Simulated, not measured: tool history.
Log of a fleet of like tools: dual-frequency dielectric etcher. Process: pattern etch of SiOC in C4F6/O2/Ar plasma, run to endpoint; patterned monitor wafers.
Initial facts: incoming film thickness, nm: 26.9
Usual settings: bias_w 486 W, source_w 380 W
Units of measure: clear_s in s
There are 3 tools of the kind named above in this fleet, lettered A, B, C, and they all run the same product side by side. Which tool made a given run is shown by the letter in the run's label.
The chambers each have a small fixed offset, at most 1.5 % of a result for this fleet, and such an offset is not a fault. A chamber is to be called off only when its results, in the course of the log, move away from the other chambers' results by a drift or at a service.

run   hour  bias_w  source_w  clear_s
 1A    8.4     486       380   9.2747
 2B   15.1     486       380   9.2798
 3C   20.9     486       380   9.2676
 4A   29.2     486       380   9.2819
 5C   38.9     421       340   10.098
 6B   46.3     421       340   10.156
      47.3  -- chamber C: wet clean of the chamber
 7C   59.2     421       340   10.165
 8B   71.4     486       380   9.1715
 9A   83.4     486       380   9.2847
10A   89.4     486       380   9.3169
      91.4  -- chamber B: wet clean of the chamber
11B  102.3     486       380    8.879
12C  108.9     486       380   9.1599
13B  116.6     486       380   8.9279
14C  128.4     526       380   8.9436
15A  141.3     526       380   9.0445
16A  150.4     526       380   9.0671
17C  158.7     486       380   9.2115
18B  167.2     486       380   8.8276
19A  173.6     486       380   9.2494
20C  182.6     486       380   9.1714
     184.3  -- chamber C: source power generator calibrated
21B  194.6     486       380   8.9043
22A  205.8     407       460   9.2198
23C  213.4     407       460   9.1307

Read the log: is a single chamber off, either drifting away or since a service, is the gauge that measures every chamber drifting, or is nothing wrong beyond small per-chamber offsets? Name any odd chamber and what most likely caused it.

After it was serviced, chamber B no longer matches the other chambers.
Likeliest cause: etch rate over this chamber's usual, % = 4.18.

Here are 4 candidates for chamber B's next run, each the usual settings with a change, their results left as question marks. Which one brings its results back in line with what the others give on the usual settings?
To be in line, a result may differ from the other chambers' mean on the usual settings by at most: clear_s 0.15 s
24B-1  222.9     515       400        ?
24B-2  222.9     426       380        ?
24B-3  222.9     486       360        ?
24B-4  222.9     486       400        ?

What the other chambers average on the usual settings: clear_s 9.2776 s
  run  clear_s
24B-1   8.4753
24B-2   9.2681
24B-3    9.004
24B-4   8.6612
The right change is 24B-2: it brings the chamber back within the allowed miss of the others.

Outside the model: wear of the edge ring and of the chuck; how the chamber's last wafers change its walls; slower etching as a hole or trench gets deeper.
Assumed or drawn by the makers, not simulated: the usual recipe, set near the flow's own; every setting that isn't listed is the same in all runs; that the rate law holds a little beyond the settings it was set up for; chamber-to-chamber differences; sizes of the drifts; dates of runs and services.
